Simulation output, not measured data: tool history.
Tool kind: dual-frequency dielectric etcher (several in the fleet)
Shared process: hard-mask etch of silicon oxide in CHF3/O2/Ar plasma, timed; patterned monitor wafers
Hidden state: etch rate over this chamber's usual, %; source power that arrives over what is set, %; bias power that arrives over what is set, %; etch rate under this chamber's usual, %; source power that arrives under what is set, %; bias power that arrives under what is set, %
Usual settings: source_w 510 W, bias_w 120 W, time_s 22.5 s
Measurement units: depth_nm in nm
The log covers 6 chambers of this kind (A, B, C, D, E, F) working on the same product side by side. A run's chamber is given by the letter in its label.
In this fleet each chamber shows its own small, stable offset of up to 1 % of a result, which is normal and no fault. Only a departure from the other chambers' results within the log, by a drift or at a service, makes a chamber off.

| run | hour | source_w | bias_w | time_s | hours since the last wet clean | hours since the last source power generator calibration | hours since the last bias power generator calibration | read-back reference wafer on the same gauge, depth_nm | depth_nm |
|---|---|---|---|---|---|---|---|---|---|
| 1B | 12.4 | 510 | 120 | 22.5 | 176.2 | 1401.9 | 1103.8 | 43.696 | 36.538 |
| 2D | 21.5 | 510 | 120 | 22.5 | 70.5 | 1854.7 | 292.6 | 43.642 | 36.611 |
| 3C | 33.4 | 510 | 120 | 22.5 | 340.9 | 313.4 | 402 | 43.733 | 36.431 |
| 4F | 42.8 | 510 | 120 | 22.5 | 159.3 | 1149.2 | 2036.3 | 43.712 | 36.762 |
| 5A | 49.5 | 510 | 120 | 22.5 | 222.7 | 1440.3 | 1489.9 | 43.695 | 36.498 |
| 6E | 58.1 | 510 | 120 | 22.5 | 176.3 | 866.2 | 310.5 | 43.703 | 36.695 |
| 7E | 65.2 | 510 | 120 | 22.5 | 183.4 | 873.3 | 317.6 | 43.676 | 36.374 |
| 8D | 75.2 | 510 | 120 | 22.5 | 124.2 | 1908.4 | 346.3 | 43.68 | 36.426 |
| 9F | 83.1 | 510 | 120 | 22.5 | 199.6 | 1189.5 | 2076.6 | 43.681 | 36.64 |
|  | 85.7 | chamber C: wet clean of the chamber |
| 10A | 93 | 510 | 120 | 22.5 | 266.2 | 1483.8 | 1533.4 | 43.674 | 36.481 |
| 11C | 105.9 | 510 | 120 | 22.5 | 20.2 | 385.9 | 474.5 | 43.69 | 36.233 |
| 12B | 119 | 510 | 120 | 22.5 | 282.8 | 1508.5 | 1210.4 | 43.697 | 36.986 |
| 13A | 128.8 | 620 | 120 | 22.5 | 302 | 1519.6 | 1569.2 | 43.689 | 39.178 |
| 14B | 135 | 620 | 120 | 22.5 | 298.8 | 1524.5 | 1226.4 | 43.718 | 39.912 |
| 15E | 141.4 | 620 | 120 | 22.5 | 259.6 | 949.5 | 393.8 | 43.697 | 39.046 |
| 16C | 154.6 | 620 | 120 | 22.5 | 68.9 | 434.6 | 523.2 | 43.672 | 39.036 |
| 17F | 162.7 | 620 | 120 | 22.5 | 279.2 | 1269.1 | 2156.2 | 43.672 | 39.906 |
| 18D | 171 | 620 | 120 | 22.5 | 220 | 2004.2 | 442.1 | 43.706 | 39.313 |
| 19A | 178.5 | 510 | 120 | 22.5 | 351.7 | 1569.3 | 1618.9 | 43.69 | 36.309 |
|  | 180.1 | chamber A: bias power generator calibrated |
| 20C | 189 | 510 | 120 | 22.5 | 103.3 | 469 | 557.6 | 43.703 | 36.543 |
| 21D | 201.6 | 510 | 120 | 22.5 | 250.6 | 2034.8 | 472.7 | 43.679 | 36.267 |
| 22E | 214.9 | 510 | 120 | 22.5 | 333.1 | 1023 | 467.3 | 43.674 | 36.472 |
| 23F | 222.2 | 510 | 120 | 22.5 | 338.7 | 1328.6 | 2215.7 | 43.685 | 36.813 |
| 24B | 234.3 | 510 | 120 | 22.5 | 398.1 | 1623.8 | 1325.7 | 43.702 | 37.268 |
| 25C | 247.4 | 510 | 120 | 22.5 | 161.7 | 527.4 | 616 | 43.692 | 36.559 |
| 26D | 257 | 510 | 120 | 22.5 | 306 | 2090.2 | 528.1 | 43.666 | 36.486 |
| 27A | 265.6 | 510 | 120 | 22.5 | 438.8 | 1656.4 | 85.6 | 43.711 | 36.268 |
| 28F | 271.8 | 610 | 120 | 22.5 | 388.3 | 1378.2 | 2265.3 | 43.707 | 39.392 |
| 29E | 281.6 | 610 | 120 | 22.5 | 399.8 | 1089.7 | 534 | 43.707 | 39.144 |
| 30B | 294.9 | 610 | 120 | 22.5 | 458.7 | 1684.4 | 1386.3 | 43.705 | 40.086 |
| 31B | 306.5 | 610 | 120 | 22.5 | 470.3 | 1696 | 1397.9 | 43.667 | 40.281 |
| 32F | 317.3 | 610 | 120 | 22.5 | 433.8 | 1423.7 | 2310.8 | 43.684 | 39.71 |
|  | 320.1 | chamber A: wet clean of the chamber |
| 33E | 327.7 | 610 | 120 | 22.5 | 445.9 | 1135.8 | 580.1 | 43.687 | 39.366 |
| 34C | 335.1 | 510 | 120 | 22.5 | 249.4 | 615.1 | 703.7 | 43.671 | 36.377 |
|  | 337.1 | chamber D: wet clean of the chamber |
| 35D | 346.7 | 510 | 120 | 22.5 | 9.6 | 2179.9 | 617.8 | 43.679 | 36.56 |
| 36A | 354.8 | 510 | 104 | 22.5 | 34.8 | 1745.6 | 174.8 | 43.642 | 34.637 |
| 37E | 362.5 | 510 | 104 | 22.5 | 480.7 | 1170.6 | 614.9 | 43.678 | 34.942 |
| 38B | 373.5 | 510 | 104 | 22.5 | 537.3 | 1763 | 1464.9 | 43.714 | 36.171 |
| 39C | 385 | 510 | 104 | 22.5 | 299.3 | 665 | 753.6 | 43.739 | 34.841 |
| 40D | 393.8 | 510 | 104 | 22.5 | 56.7 | 2227 | 664.9 | 43.72 | 34.929 |
| 41F | 403.9 | 510 | 104 | 22.5 | 520.4 | 1510.3 | 2397.4 | 43.718 | 35.336 |
| 42A | 409.9 | 510 | 120 | 22.5 | 89.9 | 1800.7 | 229.9 | 43.725 | 36.109 |

Each of the 6 chambers runs these same settings next. Fill in every chamber's results:
| 43A | 419.4 | 560 | 120 | 22.5 |  |  |  |  | ? |
| 43B | 419.4 | 560 | 120 | 22.5 |  |  |  |  | ? |
| 43C | 419.4 | 560 | 120 | 22.5 |  |  |  |  | ? |
| 43D | 419.4 | 560 | 120 | 22.5 |  |  |  |  | ? |
| 43E | 419.4 | 560 | 120 | 22.5 |  |  |  |  | ? |
| 43F | 419.4 | 560 | 120 | 22.5 |  |  |  |  | ? |

| run | depth_nm |
|---|---|
| 43A | 37.578 |
| 43B | 39.276 |
| 43C | 37.667 |
| 43D | 37.612 |
| 43E | 37.518 |
| 43F | 38.522 |
